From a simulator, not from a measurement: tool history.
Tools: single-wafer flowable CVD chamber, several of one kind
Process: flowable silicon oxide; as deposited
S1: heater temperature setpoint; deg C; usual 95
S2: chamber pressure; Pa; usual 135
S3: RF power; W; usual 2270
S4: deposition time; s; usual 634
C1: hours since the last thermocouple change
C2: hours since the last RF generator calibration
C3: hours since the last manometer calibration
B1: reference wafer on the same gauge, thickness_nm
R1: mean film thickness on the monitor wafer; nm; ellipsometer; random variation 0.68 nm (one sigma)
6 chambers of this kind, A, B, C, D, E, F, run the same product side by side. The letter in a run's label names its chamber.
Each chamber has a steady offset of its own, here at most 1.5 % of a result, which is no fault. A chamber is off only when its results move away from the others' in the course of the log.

run   hour   S1   S2    S3   S4      C1      C2      C3      B1      R1
 1B    6.8   95  135  2270  634   407.8   195.3  2264.1  544.04  624.33
 2C   11.9   95  135  2270  634  1257.5     819   889.1  544.04  629.62
 3A   22.4   95  135  2270  634  1806.6   296.8   733.4  544.22  614.62
 4E   27.5   95  135  2270  634    1550   577.2  1198.5  544.25  630.04
 5D   33.3   95  135  2270  634   973.7   443.9   745.3  544.21  628.11
 6F   41.4  109  135  2135  634   682.3   765.1  2030.2  544.32  384.98
 7A   49.3  109  135  2135  634  1833.5   323.7   760.3  544.36  380.38
 8B   54.9  109  135  2135  634   455.9   243.4  2312.2   544.4   386.8
 9D   63.9  109  135  2135  634  1004.3   474.5   775.9   544.4   391.6
10C   75.5  109  135  2135  634  1321.1   882.6   952.7  544.54  389.15
11E   83.7  109  135  2135  634  1606.2   633.4  1254.7   544.6  390.43
12F   90.6   95  135  2270  634   731.5   814.3  2079.4  544.86  620.48
13B  101.1  102  135  2270  534   502.1   289.6  2358.4  544.75  415.64
14A  107.6  102  135  2270  534  1891.8     382   818.6  544.79  409.28
15E  117.2  102  135  2270  534  1639.7   666.9  1288.2  544.89  420.32
16F  128.8  102  135  2270  534   769.7   852.5  2117.6  544.96  413.77
17C    140  102  135  2270  534  1385.6   947.1  1017.2  545.22  420.03
18D  148.6  102  135  2270  534    1089   559.2   860.6   545.2  420.09
19A  153.7   95  135  2270  634  1937.9   428.1   864.7  545.08  615.38
20E  164.1   95  135  2270  634  1686.6   713.8  1335.1  545.19  631.27
       166  -- chamber A: capacitance manometer re-zeroed and calibrated
21F  172.4  104  135  2575  634   813.3   896.1  2161.2  545.16  469.43
22D  178.7  104  135  2575  634  1119.1   589.3   890.7  545.36  476.47
     182.8  -- chamber B: capacitance manometer re-zeroed and calibrated
23C  185.3  104  135  2575  634  1430.9   992.4  1062.5  545.48  473.41
24B  193.3  104  135  2575  634   594.3   381.8    10.6  545.45     471
25B  202.8  104  135  2575  634   603.8   391.3    20.1  545.46  470.57
26D  211.4  104  135  2575  634  1151.8     622   923.4  545.62  476.73
27C  220.7   95  135  2270  634  1466.3  1027.8  1097.9  545.61  630.84
     222.3  -- chamber E: thermocouple changed; heater temperature recalibrated
28F  231.4   95  135  2270  634   872.3   955.1  2220.2  545.55  620.82
29A  238.3   95  135  2270  634  2022.5   512.7    72.3  545.87  616.82
30E  244.6   95  135  2270  634    22.3   794.3  1415.6  545.88  631.76
31B  254.7  104  135  2270  634   655.7   443.2      72  545.71  462.21
32E  265.7  104  135  2270  634    43.4   815.4  1436.7     546  467.28
33A  276.6  104  135  2270  634  2060.8     551   110.6  545.96  455.55
34D    284  104  135  2270  634  1224.4   694.6     996  546.06  466.53
35C    293  104  135  2270  634  1538.6  1100.1  1170.2  546.05  466.99
36F  300.1  104  135  2270  634     941  1023.8  2288.9   546.3  460.29
37B  306.7   95  135  2270  634   707.7   495.2     124  546.34  626.89
38F  314.8   95  135  2270  634   955.7  1038.5  2303.6  546.27  623.25
39C  321.3   95  135  2270  634  1566.9  1128.4  1198.5  546.38  632.41

Next, every chamber runs the same settings. What will each give?
40A  329.6  95  135  2270  634                   ?
40B  329.6  95  135  2270  634                   ?
40C  329.6  95  135  2270  634                   ?
40D  329.6  95  135  2270  634                   ?
40E  329.6  95  135  2270  634                   ?
40F  329.6  95  135  2270  634                   ?

run      R1
40A  617.99
40B  627.11
40C  631.67
40D   630.5
40E  632.34
40F  622.63
